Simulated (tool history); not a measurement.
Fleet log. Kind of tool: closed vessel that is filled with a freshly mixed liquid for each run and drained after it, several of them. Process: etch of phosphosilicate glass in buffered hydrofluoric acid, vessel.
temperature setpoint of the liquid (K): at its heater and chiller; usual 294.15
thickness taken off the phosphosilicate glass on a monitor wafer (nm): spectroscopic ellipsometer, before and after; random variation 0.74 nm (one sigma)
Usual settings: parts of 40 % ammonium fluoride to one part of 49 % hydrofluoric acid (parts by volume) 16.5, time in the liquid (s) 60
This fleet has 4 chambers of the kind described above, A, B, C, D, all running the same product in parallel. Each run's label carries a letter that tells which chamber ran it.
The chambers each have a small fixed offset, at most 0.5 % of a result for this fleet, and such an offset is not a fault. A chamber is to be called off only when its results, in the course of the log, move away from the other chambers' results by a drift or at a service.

run,hour,temperature setpoint of the liquid (K),parts of 40 % ammonium fluoride to one part of 49 % hydrofluoric acid (parts by volume),time in the liquid (s),hours since the thermometer was replaced,hours since the hydrofluoric acid flow meter was replaced,"read-back film thickness of the phosphosilicate glass reference wafer, read on the same gauge (nm)",thickness taken off the phosphosilicate glass on a monitor wafer (nm)
1B,5.5,294.15,16.5,60,471.7,1720.3,40.004,139.320
2D,10.7,294.15,16.5,60,1243.9,159.2,39.998,139.740
3C,14.7,294.15,16.5,60,539.1,677.2,40.019,140.040
4A,20.3,294.15,16.5,60,324.5,1195.2,39.981,138.500
5C,26.9,294.15,16.5,60,551.3,689.4,40.033,137.400
6A,31.9,294.15,16.5,60,336.1,1206.8,39.970,139.640
7D,34.9,294.15,16.5,60,1268.1,183.4,40.015,140.160
# hour 35.2: chamber D: thermometer replaced
8B,39.0,294.15,16.5,60,505.2,1753.8,39.980,139.940
9B,41.9,298.65,16.5,60,508.1,1756.7,39.996,179.040
10A,47.6,298.65,16.5,60,351.8,1222.5,39.984,177.050
11D,52.5,298.65,16.5,60,17.4,201.0,40.013,176.960
12C,56.3,298.65,16.5,60,580.7,718.8,39.996,179.270
13A,62.1,294.15,16.5,60,366.3,1237.0,39.972,139.050
14D,65.3,294.15,16.5,60,30.2,213.8,40.021,138.660
15B,71.1,294.15,16.5,60,537.3,1785.9,40.000,140.540
16C,75.3,294.15,16.5,60,599.7,737.8,40.011,140.040
17C,81.8,294.15,16.5,60,606.2,744.3,39.995,140.430
18B,85.6,294.15,16.5,60,551.8,1800.4,39.994,139.080
19D,92.1,294.15,16.5,60,57.0,240.6,40.024,138.480
20A,95.6,294.15,16.5,60,399.8,1270.5,40.003,139.570
21C,98.8,294.15,16.5,60,623.2,761.3,40.018,140.520
22B,102.3,294.15,16.5,30,568.5,1817.1,40.013,69.863
23A,108.2,294.15,16.5,30,412.4,1283.1,39.987,69.572
24D,112.3,294.15,16.5,30,77.2,260.8,39.992,69.943
25A,118.5,294.15,16.5,30,422.7,1293.4,40.018,69.652
26B,122.0,294.15,12.0,45,588.2,1836.8,39.969,143.330
27D,125.6,294.15,12.0,45,90.5,274.1,39.995,143.590
28C,128.5,294.15,12.0,45,652.9,791.0,39.963,147.140
29A,131.7,294.15,12.0,45,435.9,1306.6,39.979,141.830
30C,134.9,294.15,16.5,35,659.3,797.4,39.986,83.580
31B,139.2,294.15,16.5,35,605.4,1854.0,39.998,81.770
32D,143.5,294.15,16.5,35,108.4,292.0,39.996,80.851
33B,148.0,294.15,16.5,35,614.2,1862.8,39.997,81.078
34D,151.0,294.15,16.5,60,115.9,299.5,39.980,138.410
35A,157.1,294.15,16.5,60,461.3,1332.0,40.023,138.360
36C,160.7,294.15,16.5,60,685.1,823.2,40.020,144.310
37C,166.1,294.15,16.5,60,690.5,828.6,39.994,145.910
38B,170.5,290.15,16.5,30,636.7,1885.3,39.985,55.822
39A,173.5,290.15,16.5,30,477.7,1348.4,40.009,55.694
40D,180.1,290.15,16.5,30,145.0,328.6,39.975,55.425
41A,183.2,290.15,16.5,30,487.4,1358.1,39.971,55.576
42D,186.8,294.15,16.5,60,151.7,335.3,39.980,138.210

All 4 chambers run these settings next. Forecast each chamber's results:
43A,191.5,294.15,22.0,60,,,,?
43B,191.5,294.15,22.0,60,,,,?
43C,191.5,294.15,22.0,60,,,,?
43D,191.5,294.15,22.0,60,,,,?

run,thickness taken off the phosphosilicate glass on a monitor wafer (nm)
43A,107.860
43B,108.070
43C,112.550
43D,107.010
